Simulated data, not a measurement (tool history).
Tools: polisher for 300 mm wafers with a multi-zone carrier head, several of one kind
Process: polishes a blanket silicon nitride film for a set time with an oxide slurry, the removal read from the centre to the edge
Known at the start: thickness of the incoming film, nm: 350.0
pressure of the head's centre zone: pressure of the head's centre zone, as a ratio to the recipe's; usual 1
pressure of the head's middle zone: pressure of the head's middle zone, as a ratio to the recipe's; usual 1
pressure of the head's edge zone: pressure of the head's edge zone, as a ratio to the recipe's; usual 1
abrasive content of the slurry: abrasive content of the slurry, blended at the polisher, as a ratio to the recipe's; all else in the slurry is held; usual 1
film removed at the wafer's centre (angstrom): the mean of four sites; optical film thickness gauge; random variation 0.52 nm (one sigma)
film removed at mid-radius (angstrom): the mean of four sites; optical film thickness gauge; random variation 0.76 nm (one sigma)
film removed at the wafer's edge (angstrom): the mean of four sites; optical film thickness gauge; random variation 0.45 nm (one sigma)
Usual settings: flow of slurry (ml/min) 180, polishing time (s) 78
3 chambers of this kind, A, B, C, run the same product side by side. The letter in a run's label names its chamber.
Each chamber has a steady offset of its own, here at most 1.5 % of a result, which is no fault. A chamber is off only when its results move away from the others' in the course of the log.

run	day	flow of slurry (ml/min)	pressure of the head's centre zone	pressure of the head's middle zone	pressure of the head's edge zone	abrasive content of the slurry	polishing time (s)	film removed at the wafer's centre (angstrom)	film removed at mid-radius (angstrom)	film removed at the wafer's edge (angstrom)
1A	0.175	180	1	1	1	1	78	691.44	718.75	709.55
2C	0.379	180	1	1	1	1	78	711.39	687.26	693.8
3B	0.5	180	1	1	1	1	78	701.94	707.51	704.85
4A	0.6	180	1	1	1	1	78	696.95	702.59	707.93
5C	0.725	180	1	1	1	1	78	702.44	685.05	695.24
6B	0.925	180	0.91	1	1	1	97	791.55	904.54	867.3
# day 0.929: chamber B: edge zone pressure recalibrated
7B	1.1	180	0.91	1	1	1	97	791.49	888.57	861.96
8C	1.238	180	0.91	1	1	1	97	792.12	872.72	868.78
9A	1.367	180	1	1	1	1	78	698.4	708.86	710.21
# day 1.512: chamber B: centre zone pressure recalibrated
10A	1.533	180	1	1	1	1	78	698.87	712.6	706.11
11B	1.633	180	1	1	1	1	78	659.95	714.33	709.22
12C	1.762	180	1	1	1	1	78	701.67	679.91	698.29
13C	1.929	180	1	0.96	1	1	68	610.38	577.96	612.45
14A	2.071	180	1	0.96	1	1	68	609.15	600.2	611.94
15B	2.204	180	1	0.96	1	1	68	573.78	603.67	613.68
# day 2.354: chamber A: worn pad replaced by a new one
16C	2.362	180	1	1	1	1	78	707.08	698.02	702.61
17B	2.512	180	1	1	1	1	78	660.51	703.6	705.09
18A	2.65	180	1	1	1	1	78	699.72	723.28	700.36
19B	2.792	180	1	1	1	1	78	657.19	714.57	698.61
# day 2.942: chamber B: worn pad replaced by a new one
20C	2.946	180	1	1	1	1	78	702.28	690.98	694.82
21A	3.104	180	1	1	1	1	78	690.82	717.22	703.72
22C	3.204	180	1.04	1	1	1	78	728.45	688.94	700.12
23A	3.321	180	1.04	1	1	1	78	731.28	706.62	700.39
24B	3.488	180	1.04	1	1	1	78	685.05	727.01	707.54
25B	3.629	180	1	1	1	1	78	657.34	720	698.1
26C	3.729	180	1	1	1	1	78	703.51	712.52	699.34
27A	3.933	180	1	1	1	1	78	693.39	723.6	701.87
28A	4.033	180	1	1	1	1	78	701.46	707.8	704.57
29B	4.125	180	1	1	0.96	1	57	479.97	521.25	500.1

What goes on in this fleet: one chamber off, a drifting gauge, or nothing beyond the chambers' own small offsets? Name the chamber and the cause, if any.

A service left chamber B off against the others.
Cause: centre zone's pressure below its setpoint, % = 5.34.

Here are 4 candidates for chamber B's next run, each the usual settings with a change, their results left as question marks. Which one brings its results back in line with what the others give on the usual settings?
In line means no further than this from the other chambers' mean on the usual settings: film removed at the wafer's centre (angstrom) 18; film removed at mid-radius (angstrom) 26; film removed at the wafer's edge (angstrom) 16
30B-1	4.275	185	1.05	0.98	0.99	1	78	?	?	?
30B-2	4.275	175	0.91	1.04	1.02	1	78	?	?	?
30B-3	4.275	185	1.09	0.96	0.98	1	78	?	?	?
30B-4	4.275	175	0.95	1.02	1.01	1	78	?	?	?

The other chambers' mean on the usual settings: film removed at the wafer's centre (angstrom) 701.03; film removed at mid-radius (angstrom) 702.81; film removed at the wafer's edge (angstrom) 702.42
run	film removed at the wafer's centre (angstrom)	film removed at mid-radius (angstrom)	film removed at the wafer's edge (angstrom)
30B-1	699.76	705.93	700.5
30B-2	590.96	738.82	706.52
30B-3	729.1	692.8	696.94
30B-4	620.04	725.78	703
30B-1 brings the chamber back in line.

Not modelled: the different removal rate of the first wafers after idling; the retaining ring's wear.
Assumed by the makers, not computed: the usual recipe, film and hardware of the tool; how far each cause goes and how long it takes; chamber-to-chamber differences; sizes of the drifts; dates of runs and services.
